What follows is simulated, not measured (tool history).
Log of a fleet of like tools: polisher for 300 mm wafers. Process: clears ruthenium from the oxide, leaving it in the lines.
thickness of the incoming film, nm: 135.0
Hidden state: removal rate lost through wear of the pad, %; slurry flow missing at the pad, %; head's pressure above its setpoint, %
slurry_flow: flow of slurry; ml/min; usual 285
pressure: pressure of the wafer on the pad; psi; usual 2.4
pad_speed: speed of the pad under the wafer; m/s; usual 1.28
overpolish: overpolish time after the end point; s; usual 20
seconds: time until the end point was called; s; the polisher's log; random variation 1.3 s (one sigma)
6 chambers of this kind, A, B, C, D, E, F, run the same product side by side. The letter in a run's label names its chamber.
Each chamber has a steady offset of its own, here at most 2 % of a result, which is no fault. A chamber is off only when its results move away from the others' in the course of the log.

| run | hour | slurry_flow | pressure | pad_speed | overpolish | wafers polished on this pad | hours since the slurry nozzle was cleaned | hours since the head pressure was calibrated | seconds |
|---|---|---|---|---|---|---|---|---|---|
| 1D | 11.6 | 285 | 2.4 | 1.28 | 20 | 1036 | 857.5 | 227 | 98.149 |
| 2B | 20.3 | 285 | 2.4 | 1.28 | 20 | 142 | 502.5 | 902.8 | 93.839 |
|  | 26.6 | chamber B: slurry nozzle cleaned |
|  | 28.3 | chamber E: worn pad replaced by a new one |
| 3A | 29 | 285 | 2.4 | 1.28 | 20 | 432 | 170.2 | 805.8 | 92.507 |
|  | 30.6 | chamber D: slurry nozzle cleaned |
| 4C | 37 | 285 | 2.4 | 1.28 | 20 | 593 | 240.6 | 446 | 95.27 |
| 5E | 49.1 | 285 | 2.4 | 1.28 | 20 | 97 | 65.6 | 219.1 | 94.163 |
|  | 54.3 | chamber A: worn pad replaced by a new one |
|  | 54.5 | chamber D: worn pad replaced by a new one |
| 6F | 56.7 | 285 | 2.4 | 1.28 | 20 | 857 | 124.2 | 140.1 | 93.728 |
| 7F | 64.2 | 285 | 2.4 | 1.28 | 20 | 892 | 131.7 | 147.6 | 95.271 |
|  | 69.6 | chamber F: worn pad replaced by a new one |
| 8A | 77.4 | 285 | 2.4 | 1.28 | 20 | 107 | 218.6 | 854.2 | 94.144 |
| 9D | 92.6 | 285 | 2.4 | 1.28 | 20 | 178 | 62 | 308 | 97.356 |
|  | 95.5 | chamber A: head pressure recalibrated |
| 10B | 103.8 | 285 | 2.4 | 1.28 | 20 | 532 | 77.2 | 986.3 | 97.411 |
| 11C | 116.6 | 285 | 2.4 | 1.28 | 20 | 965 | 320.2 | 525.6 | 94.433 |
| 12E | 127.7 | 285 | 2.4 | 1.28 | 20 | 464 | 144.2 | 297.7 | 95.408 |
|  | 139.6 | chamber C: worn pad replaced by a new one |
| 13A | 140 | 285 | 2.4 | 1.28 | 20 | 400 | 281.2 | 44.6 | 94.931 |
|  | 149.5 | chamber F: slurry nozzle cleaned |
| 14F | 152.9 | 285 | 2.4 | 1.28 | 20 | 389 | 3.5 | 236.3 | 91.82 |
| 15E | 164 | 285 | 2.4 | 1.72 | 20 | 633 | 180.5 | 334 | 69.085 |
| 16B | 174.3 | 285 | 2.4 | 1.72 | 20 | 861 | 147.7 | 1056.8 | 69.542 |
|  | 179.2 | chamber A: worn pad replaced by a new one |
| 17D | 182 | 285 | 2.4 | 1.72 | 20 | 595 | 151.4 | 397.4 | 72.109 |
| 18C | 193.2 | 285 | 2.4 | 1.72 | 20 | 250 | 396.8 | 602.2 | 69.435 |
| 19D | 205.8 | 285 | 2.4 | 1.72 | 20 | 706 | 175.2 | 421.2 | 70.069 |
| 20C | 216.3 | 285 | 2.4 | 1.72 | 20 | 358 | 419.9 | 625.3 | 70.102 |
|  | 223.6 | chamber E: worn pad replaced by a new one |
| 21A | 225.2 | 285 | 2.4 | 1.28 | 20 | 214 | 366.4 | 129.8 | 96.604 |
| 22B | 237.8 | 285 | 2.4 | 1.12 | 20 | 1157 | 211.2 | 1120.3 | 107.14 |
| 23F | 250.6 | 285 | 2.4 | 1.12 | 20 | 845 | 101.2 | 334 | 109.19 |
| 24E | 260.3 | 285 | 2.4 | 1.12 | 20 | 171 | 276.8 | 430.3 | 108.59 |
| 25A | 272 | 285 | 2.4 | 1.12 | 20 | 433 | 413.2 | 176.6 | 110.99 |
| 26E | 283 | 285 | 2.4 | 1.12 | 20 | 277 | 299.5 | 453 | 107.72 |
|  | 288.2 | chamber B: worn pad replaced by a new one |
| 27B | 290.8 | 285 | 2.4 | 1.12 | 20 | 12 | 264.2 | 1173.3 | 108.95 |
| 28D | 301.5 | 285 | 2.4 | 1.28 | 20 | 1153 | 270.9 | 516.9 | 98.13 |
|  | 303.9 | chamber A: worn pad replaced by a new one |
|  | 310.1 | chamber F: worn pad replaced by a new one |
| 29C | 312.1 | 285 | 2.4 | 1.28 | 20 | 805 | 515.7 | 721.1 | 93.909 |
|  | 325.4 | chamber D: worn pad replaced by a new one |
| 30F | 325.5 | 285 | 2.4 | 0.96 | 30 | 72 | 176.1 | 408.9 | 125.45 |
|  | 338.1 | chamber F: slurry nozzle cleaned |
| 31D | 339.4 | 285 | 2.4 | 0.96 | 30 | 65 | 308.8 | 554.8 | 129.3 |
| 32F | 348 | 285 | 2.4 | 0.96 | 30 | 177 | 9.9 | 431.4 | 125.68 |
| 33E | 357.6 | 285 | 2.4 | 0.96 | 30 | 625 | 374.1 | 527.6 | 126.1 |
|  | 366.3 | chamber A: slurry nozzle cleaned |
| 34C | 367.5 | 285 | 2.4 | 0.96 | 30 | 1063 | 571.1 | 776.5 | 129.02 |
|  | 374.1 | chamber B: head pressure recalibrated |
| 35A | 382.6 | 285 | 2.4 | 0.96 | 30 | 367 | 16.3 | 287.2 | 128.73 |
| 36B | 396.7 | 285 | 2.4 | 1.28 | 20 | 506 | 370.1 | 22.6 | 94.239 |

What goes on in this fleet: one chamber off, a drifting gauge, or nothing beyond the chambers' own small offsets? Name the chamber and the cause, if any.

No chamber stands off beyond its own small offset, and the gauge holds steady.
